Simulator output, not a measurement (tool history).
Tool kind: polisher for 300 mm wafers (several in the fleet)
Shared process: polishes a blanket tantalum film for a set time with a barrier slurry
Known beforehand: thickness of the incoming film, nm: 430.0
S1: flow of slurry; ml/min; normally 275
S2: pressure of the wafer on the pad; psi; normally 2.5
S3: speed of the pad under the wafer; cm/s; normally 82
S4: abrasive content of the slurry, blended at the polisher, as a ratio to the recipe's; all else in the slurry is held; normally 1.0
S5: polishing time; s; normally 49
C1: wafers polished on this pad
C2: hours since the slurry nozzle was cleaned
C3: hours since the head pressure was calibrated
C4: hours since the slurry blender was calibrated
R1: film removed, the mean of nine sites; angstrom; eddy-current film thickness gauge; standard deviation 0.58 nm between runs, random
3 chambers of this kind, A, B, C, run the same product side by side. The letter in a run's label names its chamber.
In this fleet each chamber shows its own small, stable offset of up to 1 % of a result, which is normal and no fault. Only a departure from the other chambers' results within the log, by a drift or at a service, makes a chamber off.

{"run": "1B", "hour": 5.8, "S1": 275, "S2": 2.5, "S3": 82, "S4": 1.0, "S5": 49, "C1": 301, "C2": 239.9, "C3": 134.8, "C4": 210.6, "R1": 855.15}
{"hour": 7.6, "done": "chamber A: slurry blender recalibrated"}
{"run": "2C", "hour": 16.5, "S1": 275, "S2": 2.5, "S3": 82, "S4": 1.0, "S5": 49, "C1": 297, "C2": 157.2, "C3": 891.1, "C4": 123.6, "R1": 855.94}
{"run": "3A", "hour": 25.0, "S1": 275, "S2": 2.5, "S3": 82, "S4": 1.0, "S5": 49, "C1": 430, "C2": 252.4, "C3": 452.6, "C4": 17.5, "R1": 867.11}
{"run": "4B", "hour": 31.9, "S1": 275, "S2": 2.5, "S3": 82, "S4": 1.0, "S5": 49, "C1": 668, "C2": 266.0, "C3": 160.9, "C4": 236.7, "R1": 866.32}
{"run": "5C", "hour": 37.4, "S1": 275, "S2": 2.5, "S3": 82, "S4": 1.0, "S5": 49, "C1": 590, "C2": 178.1, "C3": 912.0, "C4": 144.5, "R1": 855.85}
{"run": "6A", "hour": 49.3, "S1": 275, "S2": 2.5, "S3": 82, "S4": 1.0, "S5": 49, "C1": 771, "C2": 276.7, "C3": 476.9, "C4": 41.8, "R1": 866.16}
{"run": "7B", "hour": 61.3, "S1": 275, "S2": 2.5, "S3": 100, "S4": 0.8, "S5": 49, "C1": 1080, "C2": 295.4, "C3": 190.3, "C4": 266.1, "R1": 996.81}
{"hour": 64.1, "done": "chamber B: worn pad replaced by a new one"}
{"hour": 70.5, "done": "chamber C: worn pad replaced by a new one"}
{"run": "8C", "hour": 70.6, "S1": 275, "S2": 2.5, "S3": 100, "S4": 0.8, "S5": 49, "C1": 2, "C2": 211.3, "C3": 945.2, "C4": 177.7, "R1": 975.41}
{"hour": 74.5, "done": "chamber B: slurry blender recalibrated"}
{"hour": 75.5, "done": "chamber A: worn pad replaced by a new one"}
{"run": "9A", "hour": 77.3, "S1": 275, "S2": 2.5, "S3": 100, "S4": 0.8, "S5": 49, "C1": 25, "C2": 304.7, "C3": 504.9, "C4": 69.8, "R1": 983.7}
{"run": "10C", "hour": 86.1, "S1": 275, "S2": 2.9, "S3": 82, "S4": 1.0, "S5": 49, "C1": 219, "C2": 226.8, "C3": 960.7, "C4": 193.2, "R1": 1002.2}
{"run": "11A", "hour": 94.7, "S1": 275, "S2": 2.9, "S3": 82, "S4": 1.0, "S5": 49, "C1": 269, "C2": 322.1, "C3": 522.3, "C4": 87.2, "R1": 995.03}
{"run": "12B", "hour": 106.4, "S1": 275, "S2": 2.9, "S3": 82, "S4": 1.0, "S5": 49, "C1": 594, "C2": 340.5, "C3": 235.4, "C4": 31.9, "R1": 1014.0}
{"run": "13A", "hour": 118.8, "S1": 275, "S2": 2.5, "S3": 82, "S4": 1.0, "S5": 49, "C1": 607, "C2": 346.2, "C3": 546.4, "C4": 111.3, "R1": 863.81}
{"run": "14C", "hour": 126.3, "S1": 275, "S2": 2.5, "S3": 82, "S4": 1.0, "S5": 49, "C1": 783, "C2": 267.0, "C3": 1000.9, "C4": 233.4, "R1": 867.65}
{"hour": 129.0, "done": "chamber A: slurry nozzle cleaned"}
{"hour": 132.7, "done": "chamber B: worn pad replaced by a new one"}
{"run": "15B", "hour": 133.9, "S1": 345, "S2": 2.2, "S3": 82, "S4": 1.0, "S5": 49, "C1": 16, "C2": 368.0, "C3": 262.9, "C4": 59.4, "R1": 785.75}
{"hour": 137.5, "done": "chamber C: worn pad replaced by a new one"}
{"hour": 140.5, "done": "chamber B: slurry nozzle cleaned"}
{"run": "16A", "hour": 140.9, "S1": 345, "S2": 2.2, "S3": 82, "S4": 1.0, "S5": 49, "C1": 918, "C2": 12.0, "C3": 568.5, "C4": 133.4, "R1": 778.37}
{"run": "17B", "hour": 147.0, "S1": 345, "S2": 2.2, "S3": 82, "S4": 1.0, "S5": 49, "C1": 200, "C2": 6.6, "C3": 276.0, "C4": 72.5, "R1": 770.3}
{"hour": 155.9, "done": "chamber A: worn pad replaced by a new one"}
{"run": "18C", "hour": 157.4, "S1": 275, "S2": 2.5, "S3": 82, "S4": 1.0, "S5": 49, "C1": 280, "C2": 298.1, "C3": 1032.0, "C4": 264.5, "R1": 868.97}
{"run": "19A", "hour": 166.4, "S1": 275, "S2": 2.5, "S3": 82, "S4": 1.0, "S5": 49, "C1": 148, "C2": 37.5, "C3": 594.0, "C4": 158.9, "R1": 860.44}
{"run": "20B", "hour": 178.7, "S1": 275, "S2": 2.5, "S3": 102, "S4": 1.0, "S5": 49, "C1": 645, "C2": 38.3, "C3": 307.7, "C4": 104.2, "R1": 1074.7}
{"run": "21C", "hour": 189.1, "S1": 275, "S2": 2.5, "S3": 102, "S4": 1.0, "S5": 49, "C1": 725, "C2": 329.8, "C3": 1063.7, "C4": 296.2, "R1": 1048.3}
{"run": "22A", "hour": 195.4, "S1": 275, "S2": 2.5, "S3": 102, "S4": 1.0, "S5": 49, "C1": 555, "C2": 66.5, "C3": 623.0, "C4": 187.9, "R1": 1076.0}
{"run": "23C", "hour": 202.2, "S1": 275, "S2": 2.5, "S3": 82, "S4": 1.0, "S5": 49, "C1": 909, "C2": 342.9, "C3": 1076.8, "C4": 309.3, "R1": 864.45}
{"hour": 204.0, "done": "chamber B: worn pad replaced by a new one"}
{"hour": 207.2, "done": "chamber C: slurry blender recalibrated"}
{"hour": 212.1, "done": "chamber C: worn pad replaced by a new one"}
{"run": "24B", "hour": 212.5, "S1": 275, "S2": 2.5, "S3": 82, "S4": 1.0, "S5": 41, "C1": 120, "C2": 72.1, "C3": 341.5, "C4": 138.0, "R1": 729.02}
{"hour": 223.5, "done": "chamber A: worn pad replaced by a new one"}
{"run": "25C", "hour": 224.8, "S1": 275, "S2": 2.5, "S3": 82, "S4": 1.0, "S5": 41, "C1": 178, "C2": 365.5, "C3": 1099.4, "C4": 17.7, "R1": 714.69}
{"run": "26A", "hour": 231.3, "S1": 275, "S2": 2.5, "S3": 82, "S4": 1.0, "S5": 41, "C1": 110, "C2": 102.4, "C3": 658.9, "C4": 223.8, "R1": 716.21}
{"run": "27B", "hour": 237.2, "S1": 275, "S2": 2.5, "S3": 82, "S4": 1.0, "S5": 49, "C1": 466, "C2": 96.8, "C3": 366.2, "C4": 162.7, "R1": 864.74}
{"run": "28C", "hour": 243.7, "S1": 275, "S2": 2.5, "S3": 82, "S4": 1.0, "S5": 49, "C1": 443, "C2": 384.4, "C3": 1118.3, "C4": 36.6, "R1": 865.76}
{"run": "29B", "hour": 252.5, "S1": 275, "S2": 2.5, "S3": 82, "S4": 1.0, "S5": 49, "C1": 681, "C2": 112.1, "C3": 381.5, "C4": 178.0, "R1": 867.1}
{"hour": 257.0, "done": "chamber A: slurry blender recalibrated"}
{"run": "30A", "hour": 261.3, "S1": 275, "S2": 2.5, "S3": 82, "S4": 1.0, "S5": 49, "C1": 531, "C2": 132.4, "C3": 688.9, "C4": 4.3, "R1": 867.4}
{"run": "31C", "hour": 271.4, "S1": 275, "S2": 2.5, "S3": 82, "S4": 1.0, "S5": 49, "C1": 832, "C2": 412.1, "C3": 1146.0, "C4": 64.3, "R1": 854.34}
{"run": "32B", "hour": 278.7, "S1": 275, "S2": 2.5, "S3": 82, "S4": 1.0, "S5": 49, "C1": 1049, "C2": 138.3, "C3": 407.7, "C4": 204.2, "R1": 858.67}
{"run": "33A", "hour": 285.9, "S1": 275, "S2": 2.5, "S3": 82, "S4": 1.0, "S5": 49, "C1": 876, "C2": 157.0, "C3": 713.5, "C4": 28.9, "R1": 859.04}
{"hour": 287.0, "done": "chamber C: worn pad replaced by a new one"}
{"hour": 289.7, "done": "chamber B: worn pad replaced by a new one"}
{"run": "34A", "hour": 298.6, "S1": 275, "S2": 2.5, "S3": 82, "S4": 1.0, "S5": 49, "C1": 1055, "C2": 169.7, "C3": 726.2, "C4": 41.6, "R1": 862.7}
{"hour": 304.4, "done": "chamber A: worn pad replaced by a new one"}
{"run": "35C", "hour": 310.2, "S1": 275, "S2": 2.5, "S3": 82, "S4": 1.0, "S5": 49, "C1": 326, "C2": 450.9, "C3": 1184.8, "C4": 103.1, "R1": 863.08}
{"hour": 319.2, "done": "chamber B: slurry blender recalibrated"}
{"run": "36B", "hour": 320.2, "S1": 275, "S2": 2.5, "S3": 82, "S4": 1.0, "S5": 49, "C1": 428, "C2": 179.8, "C3": 449.2, "C4": 1.1, "R1": 864.81}
{"run": "37C", "hour": 330.1, "S1": 275, "S2": 2.5, "S3": 82, "S4": 1.0, "S5": 49, "C1": 605, "C2": 470.8, "C3": 1204.7, "C4": 123.0, "R1": 857.92}
{"run": "38B", "hour": 341.6, "S1": 275, "S2": 3.4, "S3": 66, "S4": 1.0, "S5": 49, "C1": 729, "C2": 201.2, "C3": 470.6, "C4": 22.5, "R1": 952.79}
{"run": "39A", "hour": 352.9, "S1": 275, "S2": 3.4, "S3": 66, "S4": 1.0, "S5": 49, "C1": 681, "C2": 224.0, "C3": 780.5, "C4": 95.9, "R1": 941.39}
{"hour": 353.9, "done": "chamber C: worn pad replaced by a new one"}
{"run": "40B", "hour": 360.7, "S1": 275, "S2": 3.4, "S3": 66, "S4": 1.0, "S5": 49, "C1": 997, "C2": 220.3, "C3": 489.7, "C4": 41.6, "R1": 960.01}
{"run": "41A", "hour": 371.3, "S1": 275, "S2": 2.5, "S3": 82, "S4": 1.0, "S5": 49, "C1": 940, "C2": 242.4, "C3": 798.9, "C4": 114.3, "R1": 859.2}
{"run": "42C", "hour": 383.6, "S1": 275, "S2": 2.5, "S3": 82, "S4": 1.0, "S5": 49, "C1": 417, "C2": 524.3, "C3": 1258.2, "C4": 176.5, "R1": 859.07}

The same settings go to every chamber for the next run, one line per chamber below. Forecast the results for each:
{"run": "43A", "hour": 392.8, "S1": 275, "S2": 2.5, "S3": 94, "S4": 1.0, "S5": 49, "R1": "?"}
{"run": "43B", "hour": 392.8, "S1": 275, "S2": 2.5, "S3": 94, "S4": 1.0, "S5": 49, "R1": "?"}
{"run": "43C", "hour": 392.8, "S1": 275, "S2": 2.5, "S3": 94, "S4": 1.0, "S5": 49, "R1": "?"}

run=43A R1=986.26
run=43B R1=998.01
run=43C R1=987.26
